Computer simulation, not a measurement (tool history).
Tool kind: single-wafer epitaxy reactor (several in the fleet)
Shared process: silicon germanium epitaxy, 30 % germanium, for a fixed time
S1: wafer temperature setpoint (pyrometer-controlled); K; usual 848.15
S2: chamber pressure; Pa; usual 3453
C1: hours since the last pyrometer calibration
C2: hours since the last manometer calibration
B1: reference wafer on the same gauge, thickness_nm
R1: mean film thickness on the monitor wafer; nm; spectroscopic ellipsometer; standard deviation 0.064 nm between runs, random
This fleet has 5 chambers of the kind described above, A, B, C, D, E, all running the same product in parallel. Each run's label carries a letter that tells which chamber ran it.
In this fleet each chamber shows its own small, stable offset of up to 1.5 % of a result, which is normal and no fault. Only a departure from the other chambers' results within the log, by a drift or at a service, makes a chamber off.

run	day	S1	S2	C1	C2	B1	R1
1E	0.158	848.15	3453	541.2	531.2	41.61	40.88
2C	0.35	848.15	3453	984.8	610	41.615	41.31
3B	0.55	848.15	3453	620.6	856.6	41.612	40.793
4D	0.779	848.15	3453	105.9	371.6	41.608	40.376
5A	0.946	848.15	3453	488.6	820.9	41.645	40.953
6D	1.188	848.15	3453	115.7	381.4	41.638	40.358
7E	1.362	862.15	3946	570.1	560.1	41.65	56.342
8C	1.612	862.15	3946	1015.1	640.3	41.667	56.667
9A	1.762	862.15	3946	508.2	840.5	41.647	56.554
10B	2.012	862.15	3946	655.7	891.7	41.659	56.161
11D	2.138	862.15	3946	138.5	404.2	41.661	55.994
12A	2.367	848.15	3453	522.7	855	41.698	41.103
13E	2.579	848.15	3453	599.3	589.3	41.714	41.04
14C	2.779	848.15	3453	1043.1	668.3	41.699	41.272
15B	2.908	841.15	3453	677.2	913.2	41.693	35.569
16C	3.021	841.15	3453	1048.9	674.1	41.701	36.205
17E	3.133	841.15	3453	612.6	602.6	41.695	35.945
18D	3.379	841.15	3453	168.3	434	41.708	35.294
19A	3.517	841.15	3453	550.3	882.6	41.729	35.803
20B	3.771	848.15	3453	697.9	933.9	41.727	40.884
21D	3.933	848.15	3453	181.6	447.3	41.737	40.473
22B	4.108	848.15	3453	706	942	41.74	40.949
23E	4.304	848.15	3773	640.7	630.7	41.764	42.528
24C	4.529	848.15	3773	1085.1	710.3	41.772	42.832
25A	4.733	848.15	3773	579.5	911.8	41.775	42.688
26E	4.929	848.15	3773	655.7	645.7	41.771	42.561
27A	5.092	848.15	3773	588.1	920.4	41.785	42.642
28B	5.217	848.15	3453	732.6	968.6	41.801	40.85
29D	5.379	848.15	3453	216.3	482	41.798	40.63
30C	5.517	848.15	4106	1108.8	734	41.792	44.303
31D	5.667	848.15	4106	223.2	488.9	41.811	43.589
32E	5.792	848.15	4106	676.4	666.4	41.794	44.208
33B	5.933	848.15	4106	749.8	985.8	41.795	43.848
34A	6.05	848.15	4106	611.1	943.4	41.812	44.141
35C	6.3	848.15	3453	1127.6	752.8	41.814	41.428
36B	6.512	848.15	3453	763.7	999.7	41.843	41.015
37C	6.754	848.15	3453	1138.5	763.7	41.844	41.502
38A	6.921	848.15	3453	632	964.3	41.827	41.196
39E	7.062	848.15	3453	706.9	696.9	41.849	41.196
40D	7.262	848.15	3453	261.5	527.2	41.871	40.596

One chamber off, gauge drift, or nothing amiss beyond the chambers' own small offsets? If it is a chamber, which one, and what is the likeliest cause?

Gauge drift. The chambers move together only on paper, and none stands off.
Cause: gauge reads high (%) = 0.644.

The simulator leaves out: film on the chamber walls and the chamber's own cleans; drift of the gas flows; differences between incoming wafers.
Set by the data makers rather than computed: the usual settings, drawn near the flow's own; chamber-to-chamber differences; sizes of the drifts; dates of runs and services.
